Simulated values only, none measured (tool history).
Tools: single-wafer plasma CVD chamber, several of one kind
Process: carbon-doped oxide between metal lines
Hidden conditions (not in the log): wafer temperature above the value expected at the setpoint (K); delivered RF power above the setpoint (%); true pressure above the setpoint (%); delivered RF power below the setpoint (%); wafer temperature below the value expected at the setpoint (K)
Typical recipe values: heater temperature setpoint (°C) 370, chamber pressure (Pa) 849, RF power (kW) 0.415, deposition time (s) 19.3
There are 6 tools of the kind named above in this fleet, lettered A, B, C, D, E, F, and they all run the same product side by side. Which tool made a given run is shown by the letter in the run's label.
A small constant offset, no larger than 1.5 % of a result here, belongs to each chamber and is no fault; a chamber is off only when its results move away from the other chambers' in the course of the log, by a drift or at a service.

run   hour  heater temperature setpoint (°C)  chamber pressure (Pa)  RF power (kW)  deposition time (s)  hours since the last thermocouple change  hours since the last RF generator calibration  hours since the last manometer calibration  read-back reference wafer on the same gauge, thickness_nm  mean film thickness on the monitor wafer (angstrom)
 1B    2.5                               370                    849          0.415                 19.3                                     386.2                                         1513.1                                       996.9                                                     101.98                                               862.90
 2F    6.1                               370                    849          0.415                 19.3                                    2197.1                                          368.4                                       801.9                                                     101.98                                               841.75
 3D    8.6                               370                    849          0.415                 19.3                                     556.4                                          454.7                                       562.8                                                     101.93                                               855.54
 4C   10.8                               370                    849          0.415                 19.3                                    2455.9                                         1256.3                                      2162.3                                                     101.96                                               853.69
 5E   13.1                               370                    849          0.415                 19.3                                    1514.1                                          492.9                                      2946.5                                                     101.94                                               851.44
 6A   17.4                               370                    849          0.415                 19.3                                    1009.1                                          848.6                                       502.9                                                     101.97                                               852.20
 7F   19.8                               370                    849          0.365                 19.3                                    2210.8                                          382.1                                       815.6                                                     101.91                                               765.10
 8C   23.5                               370                    849          0.365                 19.3                                    2468.6                                         1269.0                                      2175.0                                                     101.91                                               773.85
 9E   25.8                               370                    849          0.365                 19.3                                    1526.8                                          505.6                                      2959.2                                                     101.89                                               771.29
10D   28.7                               370                    849          0.365                 19.3                                     576.5                                          474.8                                       582.9                                                     101.85                                               774.14
11A   31.3                               370                    849          0.365                 19.3                                    1023.0                                          862.5                                       516.8                                                     101.85                                               770.94
12B   35.8                               370                    849          0.365                 19.3                                     419.5                                         1546.4                                      1030.2                                                     101.88                                               784.47
13E   40.5                               370                    849          0.415                 19.3                                    1541.5                                          520.3                                      2973.9                                                     101.84                                               850.21
14B   43.6                               370                    849          0.415                 19.3                                     427.3                                         1554.2                                      1038.0                                                     101.84                                               862.29
15C   45.8                               363                    703          0.415                 19.3                                    2490.9                                         1291.3                                      2197.3                                                     101.79                                               851.30
      47.4  -- chamber E: capacitance manometer re-zeroed and calibrated
16A   49.5                               363                    703          0.415                 19.3                                    1041.2                                          880.7                                       535.0                                                     101.81                                               846.52
17D   52.0                               363                    703          0.415                 19.3                                     599.8                                          498.1                                       606.2                                                     101.81                                               850.25
18F   55.8                               363                    703          0.415                 19.3                                    2246.8                                          418.1                                       851.6                                                     101.79                                               836.11
19A   60.0                               363                    703          0.415                 19.3                                    1051.7                                          891.2                                       545.5                                                     101.72                                               845.51
20E   62.4                               363                    703          0.415                 19.3                                    1563.4                                          542.2                                        15.1                                                     101.76                                               847.05
21B   64.7                               370                   1045          0.465                 19.3                                     448.4                                         1575.3                                      1059.1                                                     101.78                                               948.51
      65.0  -- chamber E: thermocouple changed; heater temperature recalibrated
22D   68.9                               370                   1045          0.465                 19.3                                     616.7                                          515.0                                       623.1                                                     101.74                                               942.14
23F   71.6                               370                   1045          0.465                 19.3                                    2262.6                                          433.9                                       867.4                                                     101.69                                               927.57
24C   75.6                               370                   1045          0.465                 19.3                                    2520.7                                         1321.1                                      2227.1                                                     101.71                                               938.82
25A   78.0                               370                   1045          0.465                 19.3                                    1069.7                                          909.2                                       563.5                                                     101.69                                               934.15
26C   81.2                               370                   1045          0.465                 19.3                                    2526.3                                         1326.7                                      2232.7                                                     101.69                                               936.91
27B   85.7                               370                    849          0.415                 19.3                                     469.4                                         1596.3                                      1080.1                                                     101.70                                               861.73
28F   89.6                               370                   1001          0.415                 17.4                                    2280.6                                          451.9                                       885.4                                                     101.65                                               767.60
29E   93.0                               370                   1001          0.415                 17.4                                      28.1                                          572.8                                        45.7                                                     101.61                                               775.00
30D   96.6                               370                   1001          0.415                 17.4                                     644.4                                          542.7                                       650.8                                                     101.65                                               780.64
31C  101.2                               370                   1001          0.415                 17.4                                    2546.3                                         1346.7                                      2252.7                                                     101.59                                               778.30
32A  106.0                               370                   1001          0.415                 17.4                                    1097.7                                          937.2                                       591.5                                                     101.58                                               773.31
33D  109.3                               370                   1001          0.415                 17.4                                     657.1                                          555.4                                       663.5                                                     101.61                                               779.52
34B  113.5                               370                    849          0.415                 19.3                                     497.2                                         1624.1                                      1107.9                                                     101.56                                               857.76
35E  116.9                               370                    849          0.415                 19.3                                      52.0                                          596.7                                        69.6                                                     101.53                                               847.79
36F  119.7                               359                    944          0.415                 19.3                                    2310.7                                          482.0                                       915.5                                                     101.53                                               869.28
37F  123.4                               359                    944          0.415                 19.3                                    2314.4                                          485.7                                       919.2                                                     101.51                                               870.27
38D  127.3                               359                    944          0.415                 19.3                                     675.1                                          573.4                                       681.5                                                     101.50                                               882.33
39E  132.2                               359                    944          0.415                 19.3                                      67.3                                          612.0                                        84.9                                                     101.47                                               877.80

Next, all 6 chambers run the settings below, one line each with question marks for the results. What does each chamber give?
40A  135.7                               370                    849          0.415                 19.3                                                                                                                                                                                                                                                    ?
40B  135.7                               370                    849          0.415                 19.3                                                                                                                                                                                                                                                    ?
40C  135.7                               370                    849          0.415                 19.3                                                                                                                                                                                                                                                    ?
40D  135.7                               370                    849          0.415                 19.3                                                                                                                                                                                                                                                    ?
40E  135.7                               370                    849          0.415                 19.3                                                                                                                                                                                                                                                    ?
40F  135.7                               370                    849          0.415                 19.3                                                                                                                                                                                                                                                    ?

run  mean film thickness on the monitor wafer (angstrom)
40A                                               844.27
40B                                               859.79
40C                                               850.91
40D                                               851.47
40E                                               845.61
40F                                               840.11

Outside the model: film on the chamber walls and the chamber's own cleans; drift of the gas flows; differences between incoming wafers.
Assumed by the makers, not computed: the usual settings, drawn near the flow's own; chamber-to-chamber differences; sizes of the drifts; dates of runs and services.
